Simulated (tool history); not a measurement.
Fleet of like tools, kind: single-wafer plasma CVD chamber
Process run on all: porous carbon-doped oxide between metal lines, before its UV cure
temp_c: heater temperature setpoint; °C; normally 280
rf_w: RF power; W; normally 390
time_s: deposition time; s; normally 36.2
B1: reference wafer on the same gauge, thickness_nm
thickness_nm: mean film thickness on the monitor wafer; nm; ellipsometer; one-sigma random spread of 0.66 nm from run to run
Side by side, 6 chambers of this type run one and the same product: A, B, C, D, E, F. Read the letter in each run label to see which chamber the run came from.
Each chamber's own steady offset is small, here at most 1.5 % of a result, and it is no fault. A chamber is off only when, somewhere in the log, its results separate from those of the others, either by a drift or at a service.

run 1A day=0.433 | temp_c=280 rf_w=390 time_s=36.2 | B1=217.74 | thickness_nm=182.37
run 2B day=0.779 | temp_c=280 rf_w=390 time_s=36.2 | B1=217.87 | thickness_nm=182.19
run 3D day=1.1 | temp_c=280 rf_w=390 time_s=36.2 | B1=218.01 | thickness_nm=184.03
run 4F day=1.483 | temp_c=280 rf_w=390 time_s=36.2 | B1=218.02 | thickness_nm=184.65
run 5C day=1.746 | temp_c=280 rf_w=390 time_s=36.2 | B1=218 | thickness_nm=184.16
run 6E day=2.079 | temp_c=280 rf_w=390 time_s=36.2 | B1=217.97 | thickness_nm=184.32
run 7B day=2.479 | temp_c=280 rf_w=390 time_s=36.2 | B1=218.04 | thickness_nm=182.89
run 8A day=2.925 | temp_c=280 rf_w=390 time_s=36.2 | B1=217.95 | thickness_nm=182.72
run 9D day=3.408 | temp_c=280 rf_w=390 time_s=36.2 | B1=218.01 | thickness_nm=184.16
run 10C day=3.996 | temp_c=280 rf_w=390 time_s=36.2 | B1=217.91 | thickness_nm=185.41
run 11E day=4.371 | temp_c=280 rf_w=390 time_s=36.2 | B1=217.85 | thickness_nm=184.96
run 12F day=4.888 | temp_c=280 rf_w=390 time_s=36.2 | B1=218.16 | thickness_nm=185.06
run 13F day=5.329 | temp_c=280 rf_w=390 time_s=36.2 | B1=217.81 | thickness_nm=184.67
run 14C day=5.808 | temp_c=280 rf_w=390 time_s=36.2 | B1=218.19 | thickness_nm=185.64
run 15E day=6.4 | temp_c=280 rf_w=390 time_s=36.2 | B1=217.83 | thickness_nm=185.42
-- day=6.462 chamber B: thermocouple changed; heater temperature recalibrated
run 16B day=6.717 | temp_c=280 rf_w=390 time_s=36.2 | B1=217.86 | thickness_nm=181.84
run 17D day=7.1 | temp_c=280 rf_w=390 time_s=36.2 | B1=217.94 | thickness_nm=183.36
run 18A day=7.683 | temp_c=280 rf_w=390 time_s=36.2 | B1=218.06 | thickness_nm=183.47
run 19E day=8.125 | temp_c=280 rf_w=390 time_s=36.2 | B1=218.06 | thickness_nm=184.14
run 20F day=8.654 | temp_c=280 rf_w=390 time_s=36.2 | B1=217.94 | thickness_nm=184.29
run 21A day=9.096 | temp_c=280 rf_w=390 time_s=36.2 | B1=218.1 | thickness_nm=183.05
run 22B day=9.575 | temp_c=280 rf_w=390 time_s=36.2 | B1=217.85 | thickness_nm=181.21
run 23C day=9.929 | temp_c=280 rf_w=390 time_s=36.2 | B1=218.02 | thickness_nm=183.27
run 24D day=10.471 | temp_c=267 rf_w=390 time_s=33.3 | B1=217.96 | thickness_nm=185.03
run 25D day=10.842 | temp_c=267 rf_w=390 time_s=33.3 | B1=217.91 | thickness_nm=184.59
run 26B day=11.192 | temp_c=267 rf_w=390 time_s=33.3 | B1=218.05 | thickness_nm=181.64
run 27F day=11.592 | temp_c=267 rf_w=390 time_s=33.3 | B1=218.05 | thickness_nm=184.37
run 28C day=11.967 | temp_c=267 rf_w=390 time_s=33.3 | B1=218.02 | thickness_nm=185.93
run 29A day=12.283 | temp_c=267 rf_w=390 time_s=33.3 | B1=218.02 | thickness_nm=182.74
run 30E day=12.604 | temp_c=280 rf_w=390 time_s=36.2 | B1=218 | thickness_nm=186.29
run 31D day=13.108 | temp_c=280 rf_w=390 time_s=36.2 | B1=217.92 | thickness_nm=183.74
run 32E day=13.408 | temp_c=280 rf_w=390 time_s=36.2 | B1=217.92 | thickness_nm=185.19
-- day=13.867 chamber F: thermocouple changed; heater temperature recalibrated
run 33C day=13.925 | temp_c=280 rf_w=390 time_s=36.2 | B1=217.86 | thickness_nm=184.48
run 34A day=14.396 | temp_c=280 rf_w=390 time_s=36.2 | B1=217.98 | thickness_nm=182.01
run 35B day=14.921 | temp_c=280 rf_w=390 time_s=36.2 | B1=218.27 | thickness_nm=181.64
run 36F day=15.358 | temp_c=280 rf_w=390 time_s=36.2 | B1=218.2 | thickness_nm=185.08

Each of the 6 chambers runs these same settings next. Fill in every chamber's results:
run 37A day=15.788 | temp_c=280 rf_w=320 time_s=36.2 | thickness_nm=?
run 37B day=15.788 | temp_c=280 rf_w=320 time_s=36.2 | thickness_nm=?
run 37C day=15.788 | temp_c=280 rf_w=320 time_s=36.2 | thickness_nm=?
run 37D day=15.788 | temp_c=280 rf_w=320 time_s=36.2 | thickness_nm=?
run 37E day=15.788 | temp_c=280 rf_w=320 time_s=36.2 | thickness_nm=?
run 37F day=15.788 | temp_c=280 rf_w=320 time_s=36.2 | thickness_nm=?

run=37A thickness_nm=156.48
run=37B thickness_nm=156.43
run=37C thickness_nm=157.31
run=37D thickness_nm=155.62
run=37E thickness_nm=159.48
run=37F thickness_nm=156.2

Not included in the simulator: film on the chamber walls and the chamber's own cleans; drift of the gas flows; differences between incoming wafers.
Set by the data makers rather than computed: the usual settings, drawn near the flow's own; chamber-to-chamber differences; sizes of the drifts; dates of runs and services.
